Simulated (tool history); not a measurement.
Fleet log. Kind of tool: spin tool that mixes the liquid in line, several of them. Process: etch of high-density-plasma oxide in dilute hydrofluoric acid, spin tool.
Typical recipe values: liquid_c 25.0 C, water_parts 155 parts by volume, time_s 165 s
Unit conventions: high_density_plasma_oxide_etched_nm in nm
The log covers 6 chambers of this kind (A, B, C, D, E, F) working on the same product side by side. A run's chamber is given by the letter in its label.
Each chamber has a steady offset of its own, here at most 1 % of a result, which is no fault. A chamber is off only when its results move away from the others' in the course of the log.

run,hour,liquid_c,water_parts,time_s,hours since the thermometer was replaced,hours since the hydrofluoric acid flow meter was replaced,"read-back film thickness of the high-density-plasma oxide reference wafer, read on the same gauge (nm)",high_density_plasma_oxide_etched_nm
1E,7.7,25.0,155,165,590.1,164.7,30.003,5.2144
2F,18.6,25.0,155,165,529.0,607.8,29.981,5.3445
3B,26.7,25.0,155,165,49.3,795.1,30.008,5.2136
4D,34.3,25.0,155,165,2079.6,149.8,29.998,5.3556
5C,42.9,26.5,155,165,819.5,497.1,29.996,5.5696
6A,51.1,26.5,155,165,987.9,1553.6,29.994,5.5501
7C,58.8,26.5,155,165,835.4,513.0,30.000,5.5859
8B,69.2,26.5,155,165,91.8,837.6,30.026,5.5044
9A,75.1,26.5,155,165,1011.9,1577.6,30.015,5.6138
10E,81.4,26.5,155,165,663.8,238.4,29.986,5.5554
11F,91.9,25.0,155,165,602.3,681.1,29.966,5.2852
12D,101.5,25.0,155,165,2146.8,217.0,30.020,5.3839
13F,109.6,25.0,155,165,620.0,698.8,30.025,5.3810
14C,117.5,25.0,155,165,894.1,571.7,29.984,5.3069
15D,124.6,25.0,155,165,2169.9,240.1,30.008,5.3065
16A,132.0,25.0,155,165,1068.8,1634.5,29.999,5.2363
17E,139.4,25.0,155,165,721.8,296.4,30.005,5.2339
18B,148.8,25.0,155,165,171.4,917.2,30.035,5.2728
19F,155.7,25.0,155,235,666.1,744.9,29.977,7.6619
20E,166.3,25.0,155,235,748.7,323.3,30.000,7.3715
21C,172.6,25.0,155,235,949.2,626.8,29.965,7.5181
22A,180.0,25.0,155,235,1116.8,1682.5,30.023,7.3772
23B,187.9,25.0,155,235,210.5,956.3,30.031,7.4601
# hour 197.2: chamber B: hydrofluoric acid flow meter replaced
24D,198.6,25.0,155,235,2243.9,314.1,29.969,7.6090
25E,204.5,25.0,155,165,786.9,361.5,29.970,5.1318
26B,212.8,25.0,155,165,235.4,15.6,29.987,5.2155
27A,221.5,25.0,155,165,1158.3,1724.0,30.002,5.2380
28F,229.9,25.0,155,205,740.3,819.1,30.005,6.6453
29D,237.0,25.0,155,205,2282.3,352.5,29.978,6.7265
30C,246.6,25.0,155,205,1023.2,700.8,29.969,6.5862
31B,256.8,25.0,155,205,279.4,59.6,30.016,6.5471
32F,267.7,25.0,155,205,778.1,856.9,30.002,6.5165
33A,276.2,25.0,155,205,1213.0,1778.7,29.991,6.5208
34E,286.7,25.0,155,165,869.1,443.7,30.025,5.1054
# hour 295.6: chamber C: hydrofluoric acid flow meter replaced
35D,296.2,25.0,155,165,2341.5,411.7,30.011,5.3688
36C,303.5,25.0,155,165,1080.1,8.0,30.037,5.2413
37A,309.8,25.0,155,165,1246.6,1812.3,29.997,5.3344
38D,317.2,25.0,155,165,2362.5,432.7,29.953,5.3518

Predict what each chamber gives when all 6 of them run the settings below next.
39A,325.3,25.0,155,165,,,,?
39B,325.3,25.0,155,165,,,,?
39C,325.3,25.0,155,165,,,,?
39D,325.3,25.0,155,165,,,,?
39E,325.3,25.0,155,165,,,,?
39F,325.3,25.0,155,165,,,,?

run,high_density_plasma_oxide_etched_nm
39A,5.2324
39B,5.2467
39C,5.2904
39D,5.3600
39E,5.0467
39F,5.3047
